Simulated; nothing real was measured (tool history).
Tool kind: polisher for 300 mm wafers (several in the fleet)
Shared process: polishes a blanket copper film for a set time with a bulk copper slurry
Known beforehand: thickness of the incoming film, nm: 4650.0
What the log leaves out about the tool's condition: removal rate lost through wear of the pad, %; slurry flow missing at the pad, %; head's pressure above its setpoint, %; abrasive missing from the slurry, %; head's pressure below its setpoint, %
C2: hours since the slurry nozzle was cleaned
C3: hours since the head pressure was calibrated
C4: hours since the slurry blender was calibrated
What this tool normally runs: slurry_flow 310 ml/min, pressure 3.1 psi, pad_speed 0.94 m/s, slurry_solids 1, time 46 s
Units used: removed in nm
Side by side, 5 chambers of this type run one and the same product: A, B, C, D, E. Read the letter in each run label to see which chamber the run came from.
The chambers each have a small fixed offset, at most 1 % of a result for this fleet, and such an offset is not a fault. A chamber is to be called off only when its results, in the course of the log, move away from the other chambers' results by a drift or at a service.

run 1B hour=5.4 | slurry_flow=310 pressure=3.1 pad_speed=0.94 slurry_solids=1 time=46 | wafers_polished_on_this_pad=142 C2=363.8 C3=734.8 C4=25.5 | removed=480.87
run 2C hour=9.4 | slurry_flow=310 pressure=3.1 pad_speed=0.94 slurry_solids=1 time=46 | wafers_polished_on_this_pad=183 C2=500.5 C3=1476.7 C4=315.4 | removed=482.56
-- hour=14.5 chamber A: slurry nozzle cleaned
run 3D hour=15.4 | slurry_flow=310 pressure=3.1 pad_speed=0.94 slurry_solids=1 time=46 | wafers_polished_on_this_pad=454 C2=263.8 C3=456.3 C4=83.2 | removed=480.59
run 4E hour=19.8 | slurry_flow=310 pressure=3.1 pad_speed=0.94 slurry_solids=1 time=46 | wafers_polished_on_this_pad=1137 C2=518.4 C3=1131.6 C4=139.4 | removed=482.06
-- hour=20.1 chamber E: worn pad replaced by a new one
-- hour=21.7 chamber A: head pressure recalibrated
run 5A hour=24.9 | slurry_flow=310 pressure=3.1 pad_speed=0.94 slurry_solids=1 time=46 | wafers_polished_on_this_pad=489 C2=10.4 C3=3.3 C4=27.5 | removed=490.65
-- hour=26.9 chamber D: worn pad replaced by a new one
run 6C hour=32 | slurry_flow=310 pressure=3.1 pad_speed=0.94 slurry_solids=1 time=46 | wafers_polished_on_this_pad=466 C2=523.1 C3=1499.3 C4=338 | removed=489.61
run 7A hour=37.4 | slurry_flow=310 pressure=3.1 pad_speed=0.94 slurry_solids=1 time=46 | wafers_polished_on_this_pad=645 C2=22.9 C3=15.8 C4=40 | removed=483.2
run 8B hour=42.7 | slurry_flow=310 pressure=3.1 pad_speed=1.1 slurry_solids=0.8 time=46 | wafers_polished_on_this_pad=608 C2=401.1 C3=772.1 C4=62.8 | removed=542.25
run 9D hour=49.2 | slurry_flow=310 pressure=3.1 pad_speed=1.1 slurry_solids=0.8 time=46 | wafers_polished_on_this_pad=279 C2=297.6 C3=490.1 C4=117 | removed=537.07
-- hour=51.4 chamber A: worn pad replaced by a new one
-- hour=53.6 chamber C: worn pad replaced by a new one
run 10E hour=54 | slurry_flow=310 pressure=3.1 pad_speed=1.1 slurry_solids=0.8 time=46 | wafers_polished_on_this_pad=424 C2=552.6 C3=1165.8 C4=173.6 | removed=528.42
run 11E hour=58.7 | slurry_flow=310 pressure=3.1 pad_speed=1.1 slurry_solids=0.8 time=46 | wafers_polished_on_this_pad=482 C2=557.3 C3=1170.5 C4=178.3 | removed=535.53
run 12B hour=62.1 | slurry_flow=310 pressure=3.1 pad_speed=1.1 slurry_solids=0.8 time=46 | wafers_polished_on_this_pad=850 C2=420.5 C3=791.5 C4=82.2 | removed=536.1
run 13C hour=66.8 | slurry_flow=310 pressure=3.1 pad_speed=0.94 slurry_solids=1 time=46 | wafers_polished_on_this_pad=166 C2=557.9 C3=1534.1 C4=372.8 | removed=483.93
run 14A hour=73.7 | slurry_flow=310 pressure=3.1 pad_speed=0.94 slurry_solids=1 time=46 | wafers_polished_on_this_pad=279 C2=59.2 C3=52.1 C4=76.3 | removed=478.03
run 15D hour=77.2 | slurry_flow=310 pressure=3.1 pad_speed=0.94 slurry_solids=1 time=46 | wafers_polished_on_this_pad=629 C2=325.6 C3=518.1 C4=145 | removed=473.03
run 16D hour=82.1 | slurry_flow=310 pressure=3.1 pad_speed=0.94 slurry_solids=1 time=46 | wafers_polished_on_this_pad=690 C2=330.5 C3=523 C4=149.9 | removed=482.17
-- hour=86.1 chamber C: slurry blender recalibrated
-- hour=86.7 chamber D: worn pad replaced by a new one
run 17E hour=86.7 | slurry_flow=310 pressure=3.1 pad_speed=0.94 slurry_solids=1 time=46 | wafers_polished_on_this_pad=832 C2=585.3 C3=1198.5 C4=206.3 | removed=488.02
-- hour=89.9 chamber B: worn pad replaced by a new one
run 18B hour=90.8 | slurry_flow=310 pressure=3.1 pad_speed=0.94 slurry_solids=1 time=46 | wafers_polished_on_this_pad=11 C2=449.2 C3=820.2 C4=110.9 | removed=479.93
run 19A hour=97.1 | slurry_flow=310 pressure=3.1 pad_speed=0.94 slurry_solids=1 time=46 | wafers_polished_on_this_pad=571 C2=82.6 C3=75.5 C4=99.7 | removed=487.8
-- hour=97.2 chamber C: head pressure recalibrated
run 20C hour=102.6 | slurry_flow=310 pressure=3.1 pad_speed=0.94 slurry_solids=1 time=46 | wafers_polished_on_this_pad=613 C2=593.7 C3=5.4 C4=16.6 | removed=490.69
-- hour=107.3 chamber E: worn pad replaced by a new one
run 21E hour=108 | slurry_flow=310 pressure=3.1 pad_speed=0.94 slurry_solids=1 time=46 | wafers_polished_on_this_pad=9 C2=606.6 C3=1219.8 C4=227.6 | removed=482.34
run 22C hour=111.8 | slurry_flow=310 pressure=3.1 pad_speed=0.94 slurry_solids=1 time=46 | wafers_polished_on_this_pad=728 C2=602.9 C3=14.6 C4=25.8 | removed=469.41
-- hour=113.7 chamber E: head pressure recalibrated
-- hour=114 chamber A: worn pad replaced by a new one
-- hour=114.5 chamber D: slurry nozzle cleaned
run 23B hour=118.6 | slurry_flow=310 pressure=3.1 pad_speed=0.94 slurry_solids=1 time=46 | wafers_polished_on_this_pad=359 C2=477 C3=848 C4=138.7 | removed=485.87
-- hour=123 chamber D: slurry blender recalibrated
run 24A hour=123.8 | slurry_flow=215 pressure=2.3 pad_speed=0.94 slurry_solids=1 time=46 | wafers_polished_on_this_pad=122 C2=109.3 C3=102.2 C4=126.4 | removed=347.17
run 25D hour=128 | slurry_flow=215 pressure=2.3 pad_speed=0.94 slurry_solids=1 time=46 | wafers_polished_on_this_pad=517 C2=13.6 C3=568.9 C4=5.1 | removed=351.92
-- hour=129.4 chamber C: worn pad replaced by a new one
run 26E hour=133.5 | slurry_flow=215 pressure=2.3 pad_speed=0.94 slurry_solids=1 time=46 | wafers_polished_on_this_pad=327 C2=632.1 C3=19.9 C4=253.1 | removed=341.31
run 27B hour=138.6 | slurry_flow=215 pressure=2.3 pad_speed=0.94 slurry_solids=1 time=46 | wafers_polished_on_this_pad=609 C2=497 C3=868 C4=158.7 | removed=349.5
-- hour=140.7 chamber D: worn pad replaced by a new one
run 28C hour=145.2 | slurry_flow=215 pressure=2.3 pad_speed=0.94 slurry_solids=1 time=46 | wafers_polished_on_this_pad=197 C2=636.3 C3=48 C4=59.2 | removed=341.18
run 29A hour=152.2 | slurry_flow=310 pressure=3.1 pad_speed=0.94 slurry_solids=1 time=46 | wafers_polished_on_this_pad=477 C2=137.7 C3=130.6 C4=154.8 | removed=489.93
run 30D hour=157.8 | slurry_flow=310 pressure=3.1 pad_speed=0.94 slurry_solids=0.8 time=32 | wafers_polished_on_this_pad=213 C2=43.4 C3=598.7 C4=34.9 | removed=321.91
run 31E hour=163.3 | slurry_flow=310 pressure=3.1 pad_speed=0.94 slurry_solids=0.8 time=32 | wafers_polished_on_this_pad=700 C2=661.9 C3=49.7 C4=282.9 | removed=318.33
-- hour=169 chamber A: worn pad replaced by a new one
run 32C hour=169.5 | slurry_flow=310 pressure=3.1 pad_speed=0.94 slurry_solids=0.8 time=32 | wafers_polished_on_this_pad=501 C2=660.6 C3=72.3 C4=83.5 | removed=316.26
run 33A hour=175.5 | slurry_flow=310 pressure=3.1 pad_speed=0.94 slurry_solids=0.8 time=32 | wafers_polished_on_this_pad=81 C2=161 C3=153.9 C4=178.1 | removed=322.72
-- hour=178 chamber B: worn pad replaced by a new one
run 34B hour=180.8 | slurry_flow=310 pressure=3.1 pad_speed=0.94 slurry_solids=0.8 time=32 | wafers_polished_on_this_pad=35 C2=539.2 C3=910.2 C4=200.9 | removed=319.13
run 35D hour=185.4 | slurry_flow=310 pressure=3.1 pad_speed=0.94 slurry_solids=1 time=46 | wafers_polished_on_this_pad=558 C2=71 C3=626.3 C4=62.5 | removed=497.23
run 36E hour=190.4 | slurry_flow=310 pressure=3.1 pad_speed=0.94 slurry_solids=1 time=46 | wafers_polished_on_this_pad=1038 C2=689 C3=76.8 C4=310 | removed=486.48
-- hour=191.1 chamber C: worn pad replaced by a new one
-- hour=195.2 chamber D: head pressure recalibrated
run 37A hour=195.5 | slurry_flow=310 pressure=3.1 pad_speed=0.94 slurry_solids=1 time=46 | wafers_polished_on_this_pad=331 C2=181 C3=173.9 C4=198.1 | removed=480.27
-- hour=197.6 chamber D: worn pad replaced by a new one
run 38D hour=198.6 | slurry_flow=310 pressure=3.1 pad_speed=0.94 slurry_solids=1 time=46 | wafers_polished_on_this_pad=12 C2=84.2 C3=3.4 C4=75.7 | removed=484.7
run 39B hour=201.9 | slurry_flow=310 pressure=3.1 pad_speed=0.94 slurry_solids=1 time=46 | wafers_polished_on_this_pad=299 C2=560.3 C3=931.3 C4=222 | removed=490.47
run 40C hour=205.1 | slurry_flow=310 pressure=2.1 pad_speed=0.94 slurry_solids=0.9 time=46 | wafers_polished_on_this_pad=175 C2=696.2 C3=107.9 C4=119.1 | removed=324.41
run 41C hour=211.6 | slurry_flow=310 pressure=2.1 pad_speed=0.94 slurry_solids=0.9 time=46 | wafers_polished_on_this_pad=256 C2=702.7 C3=114.4 C4=125.6 | removed=321.26
run 42A hour=218.6 | slurry_flow=310 pressure=2.1 pad_speed=0.94 slurry_solids=0.9 time=46 | wafers_polished_on_this_pad=619 C2=204.1 C3=197 C4=221.2 | removed=327.75

One chamber off, gauge drift, or nothing amiss beyond the chambers' own small offsets? If it is a chamber, which one, and what is the likeliest cause?

Neither any chamber nor the gauge drifts; the chambers differ only by their own small, steady offsets.

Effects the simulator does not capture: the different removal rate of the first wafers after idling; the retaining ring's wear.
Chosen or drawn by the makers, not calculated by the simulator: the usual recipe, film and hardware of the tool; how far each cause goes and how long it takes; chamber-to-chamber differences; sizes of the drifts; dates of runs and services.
